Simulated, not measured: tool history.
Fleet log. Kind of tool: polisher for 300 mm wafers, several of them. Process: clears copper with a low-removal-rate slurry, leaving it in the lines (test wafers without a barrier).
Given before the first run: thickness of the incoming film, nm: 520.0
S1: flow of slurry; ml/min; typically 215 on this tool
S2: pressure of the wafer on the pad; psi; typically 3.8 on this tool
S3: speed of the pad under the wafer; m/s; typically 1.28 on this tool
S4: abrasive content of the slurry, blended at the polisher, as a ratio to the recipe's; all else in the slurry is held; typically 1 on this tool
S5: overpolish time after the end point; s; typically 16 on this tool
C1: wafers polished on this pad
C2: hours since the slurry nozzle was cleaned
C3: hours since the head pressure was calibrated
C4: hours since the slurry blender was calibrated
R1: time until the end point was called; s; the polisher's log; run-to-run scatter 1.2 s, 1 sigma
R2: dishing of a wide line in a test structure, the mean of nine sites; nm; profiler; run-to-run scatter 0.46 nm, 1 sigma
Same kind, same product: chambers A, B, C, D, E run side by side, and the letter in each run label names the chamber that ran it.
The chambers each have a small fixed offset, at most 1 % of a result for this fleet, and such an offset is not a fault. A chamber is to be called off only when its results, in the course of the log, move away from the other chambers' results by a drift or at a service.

run,day,S1,S2,S3,S4,S5,C1,C2,C3,C4,R1,R2
1C,0.188,215,3.8,1.28,1,16,141,48.1,700.1,5.7,124.1,43.136
2E,0.433,215,3.8,1.28,1,16,274,111.1,1007.2,96.8,123.12,43.531
# day 0.5: chamber B: worn pad replaced by a new one
# day 0.596: chamber D: slurry blender recalibrated
3B,0.629,215,3.8,1.28,1,16,25,238.8,516.7,120.8,123.85,43.826
4D,0.804,215,3.8,1.28,1,16,217,45,63.5,5.1,122.59,43.866
# day 0.908: chamber A: worn pad replaced by a new one
5A,0.975,215,3.8,1.28,1,16,13,382.9,460.8,356.1,124.12,43.72
6C,1.112,215,3.8,1.28,1,16,322,70.3,722.3,27.9,124.24,43.712
# day 1.375: chamber C: head pressure recalibrated
7B,1.383,215,3.8,1.28,1,16,171,256.9,534.8,138.9,122.82,42.957
8A,1.512,215,3.8,1.28,1,12,117,395.8,473.7,369,124.62,34.793
9E,1.679,215,3.8,1.28,1,12,517,141,1037.1,126.7,122.43,34.192
10D,1.917,215,3.8,1.28,1,12,433,71.7,90.2,31.8,123.78,34.6
# day 2.154: chamber E: head pressure recalibrated
11B,2.183,215,3.8,1.28,1,12,327,276.1,554,158.1,125.08,33.271
12E,2.425,215,3.8,1.28,1,12,662,158.9,6.5,144.6,136.54,32.176
13C,2.671,215,3.8,1.28,1,16,625,107.7,31.1,65.3,121.85,43.67
14A,2.933,215,3.8,1.28,1,16,394,429.9,507.8,403.1,123.55,44.313
15D,3.088,215,3.8,1.28,1,16,661,99.8,118.3,59.9,122.63,43.35
16C,3.283,215,3.8,1.28,1,16,744,122.4,45.8,80,121.71,44.204
17D,3.504,215,3.8,1.28,1,16,742,109.8,128.3,69.9,121.71,44.287
18E,3.629,215,3.8,1.28,1,16,896,187.8,35.4,173.5,136.17,39.384
19B,3.821,215,3.8,1.28,1,16,646,315.4,593.3,197.4,124.58,42.92
20A,4.025,215,3.8,1.28,1,16,606,456.1,534,429.3,123.9,44.178
# day 4.258: chamber B: worn pad replaced by a new one
21A,4.271,215,3.8,1.28,1,16,654,462,539.9,435.2,124.37,44.12
# day 4.325: chamber A: slurry blender recalibrated
22B,4.408,215,3.8,1.28,0.8,26,29,329.5,607.4,211.5,128.67,60.203
23D,4.579,215,3.8,1.28,0.8,26,952,135.6,154.1,95.7,132.53,61.521
24E,4.721,215,3.8,1.28,0.8,26,1109,214,61.6,199.7,142.47,56.944
# day 4.779: chamber B: head pressure recalibrated
# day 4.788: chamber E: worn pad replaced by a new one
25C,4.862,215,3.8,1.28,0.8,26,1051,160.3,83.7,117.9,128.95,60.302
26E,5.012,215,3.8,1.28,0.8,26,44,221,68.6,206.7,141.84,57.392
# day 5.025: chamber C: worn pad replaced by a new one
27C,5.167,215,3.8,1.28,1,16,27,167.6,91,125.2,121.52,43.653
# day 5.229: chamber B: slurry blender recalibrated
28A,5.412,215,3.8,1.28,1,16,876,489.4,567.3,26.2,122.81,44.587
29B,5.625,215,3.8,1.28,1,16,266,358.7,20.4,9.5,122.12,43.299
# day 5.638: chamber A: worn pad replaced by a new one
30D,5.8,215,3,1.28,1,22,1189,164.9,183.4,125,156.13,45.764
31B,5.979,215,3,1.28,1,22,335,367.2,28.9,18,159.5,46.446
32A,6.125,215,3,1.28,1,22,94,506.5,584.4,43.3,155.39,46.817
33E,6.35,215,3,1.28,1,22,304,253.1,100.7,238.8,171.56,42.535
34D,6.496,215,3,1.28,1,22,1325,181.6,200.1,141.7,155.69,45.769

What goes on in this fleet: one chamber off, a drifting gauge, or nothing beyond the chambers' own small offsets? Name the chamber and the cause, if any.

Chamber E has stood off from the others ever since a service on it.
Likeliest cause: head's pressure below its setpoint, % = 9.47.

Here are 4 candidates for chamber E's next run, each the usual settings with a change, their results left as question marks. Which one brings its results back in line with what the others give on the usual settings?
Allowed miss from the other chambers' usual-settings mean, per result, to count as in line: R1 4.4 s; R2 1.6 nm
35E-1,6.692,215,4,1.34,1,16,,,,,?,?
35E-2,6.692,215,3.6,1.22,1,16,,,,,?,?
35E-3,6.692,215,3.8,1.26,1,16,,,,,?,?
35E-4,6.692,215,3.9,1.3,1,16,,,,,?,?

On the usual settings, the other chambers give on average: R1 123.49 s; R2 43.671 nm
run,R1,R2
35E-1,121.58,44.028
35E-2,148.6,37.154
35E-3,136.23,40.033
35E-4,128.59,42.021
The right change is 35E-1: it brings the chamber back within the allowed miss of the others.

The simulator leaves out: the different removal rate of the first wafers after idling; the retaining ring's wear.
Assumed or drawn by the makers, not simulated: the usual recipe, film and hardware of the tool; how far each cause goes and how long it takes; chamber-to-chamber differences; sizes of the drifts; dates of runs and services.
